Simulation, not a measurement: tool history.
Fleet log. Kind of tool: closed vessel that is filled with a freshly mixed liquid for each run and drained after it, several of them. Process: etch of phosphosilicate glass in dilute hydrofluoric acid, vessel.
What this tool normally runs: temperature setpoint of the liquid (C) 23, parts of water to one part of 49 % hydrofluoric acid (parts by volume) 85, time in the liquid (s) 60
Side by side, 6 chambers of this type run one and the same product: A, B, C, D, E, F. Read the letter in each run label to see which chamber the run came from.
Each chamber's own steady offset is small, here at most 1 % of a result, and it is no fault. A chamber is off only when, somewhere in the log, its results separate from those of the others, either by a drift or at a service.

run     day  temperature setpoint of the liquid (C)  parts of water to one part of 49 % hydrofluoric acid (parts by volume)  time in the liquid (s)  read-back film thickness of the phosphosilicate glass reference wafer, read on the same gauge (nm)  thickness taken off the phosphosilicate glass on a monitor wafer (nm)
 1A   0.408                                      23                                                                      85                      60                                                                                              60.008                                                                 50.155
 2C     0.7                                      23                                                                      85                      60                                                                                               59.98                                                                 51.367
 3E   1.233                                      23                                                                      85                      60                                                                                              59.995                                                                 50.141
 4F   1.738                                      23                                                                      85                      60                                                                                              60.026                                                                 50.117
 5B   2.254                                      23                                                                      85                      60                                                                                              60.044                                                                 50.875
 6D   2.662                                      23                                                                      85                      60                                                                                              60.012                                                                 50.291
 7E   3.012                                      23                                                                      85                      60                                                                                              59.987                                                                 50.235
 8D   3.283                                      23                                                                      85                      60                                                                                              60.031                                                                 50.201
 9F   3.825                                      23                                                                      85                      60                                                                                              60.031                                                                 49.991
10A     4.4                                      23                                                                      85                      60                                                                                               60.01                                                                 51.119
11C   4.675                                      23                                                                      85                      60                                                                                              59.991                                                                 51.098
12B   5.221                                      23                                                                      85                      60                                                                                              59.988                                                                 50.389
13E   5.821                                      23                                                                      85                      60                                                                                               59.98                                                                 50.882
14F    6.25                                      23                                                                      85                      60                                                                                              59.968                                                                 49.823
15C   6.733                                      23                                                                      65                      60                                                                                               60.02                                                                  68.09
16A   7.025                                      23                                                                      65                      60                                                                                              59.987                                                                 67.489
17B   7.292                                      23                                                                      65                      60                                                                                              59.994                                                                 67.864
18D   7.592                                      23                                                                      65                      60                                                                                              60.002                                                                 68.367
19C   7.988                                      23                                                                      65                      60                                                                                                  60                                                                 68.489
20D     8.3                                      23                                                                      65                      60                                                                                              59.998                                                                 67.447
21F   8.717                                      23                                                                      85                      60                                                                                              60.013                                                                 50.074
22E   9.258                                    18.5                                                                      55                      60                                                                                              60.006                                                                 66.798
23B   9.592                                    18.5                                                                      55                      60                                                                                              60.005                                                                 67.865
24A   9.854                                    18.5                                                                      55                      60                                                                                              60.003                                                                 68.045
25A  10.142                                    18.5                                                                      55                      60                                                                                              59.985                                                                 67.736
26D  10.617                                    18.5                                                                      55                      60                                                                                              59.984                                                                 67.459
27B  10.942                                    18.5                                                                      55                      60                                                                                              60.001                                                                 66.762
28E  11.238                                      23                                                                      85                      60                                                                                              59.993                                                                 50.284
     11.646  -- chamber C: hydrofluoric acid flow meter replaced
29C  11.817                                      23                                                                      85                      60                                                                                              60.006                                                                 50.851
30F  12.175                                      26                                                                     125                      60                                                                                              59.981                                                                 36.845
31F  12.762                                      26                                                                     125                      60                                                                                              60.031                                                                 36.735
32D  13.046                                      26                                                                     125                      60                                                                                               59.98                                                                 38.647
33B  13.442                                      26                                                                     125                      60                                                                                              59.996                                                                 36.186
34C  13.775                                      26                                                                     125                      60                                                                                                  60                                                                 37.371
35A  14.275                                      26                                                                     125                      60                                                                                              60.015                                                                 36.506
36E  14.808                                      23                                                                      85                      60                                                                                              60.027                                                                 50.675
37F  15.171                                      23                                                                      85                      60                                                                                               60.01                                                                 49.987
38A  15.554                                      23                                                                      85                      60                                                                                              60.011                                                                 50.369
39E  16.162                                      23                                                                      85                      60                                                                                              60.002                                                                 50.689
40D  16.742                                      23                                                                      85                      60                                                                                              60.026                                                                 53.091

Next, every chamber runs the same settings. What will each give?
41A  17.175                                      23                                                                      85                      60                                                                                                                                                                          ?
41B  17.175                                      23                                                                      85                      60                                                                                                                                                                          ?
41C  17.175                                      23                                                                      85                      60                                                                                                                                                                          ?
41D  17.175                                      23                                                                      85                      60                                                                                                                                                                          ?
41E  17.175                                      23                                                                      85                      60                                                                                                                                                                          ?
41F  17.175                                      23                                                                      85                      60                                                                                                                                                                          ?

run  thickness taken off the phosphosilicate glass on a monitor wafer (nm)
41A                                                                 50.677
41B                                                                 49.856
41C                                                                 50.982
41D                                                                 54.235
41E                                                                 50.942
41F                                                                 50.193

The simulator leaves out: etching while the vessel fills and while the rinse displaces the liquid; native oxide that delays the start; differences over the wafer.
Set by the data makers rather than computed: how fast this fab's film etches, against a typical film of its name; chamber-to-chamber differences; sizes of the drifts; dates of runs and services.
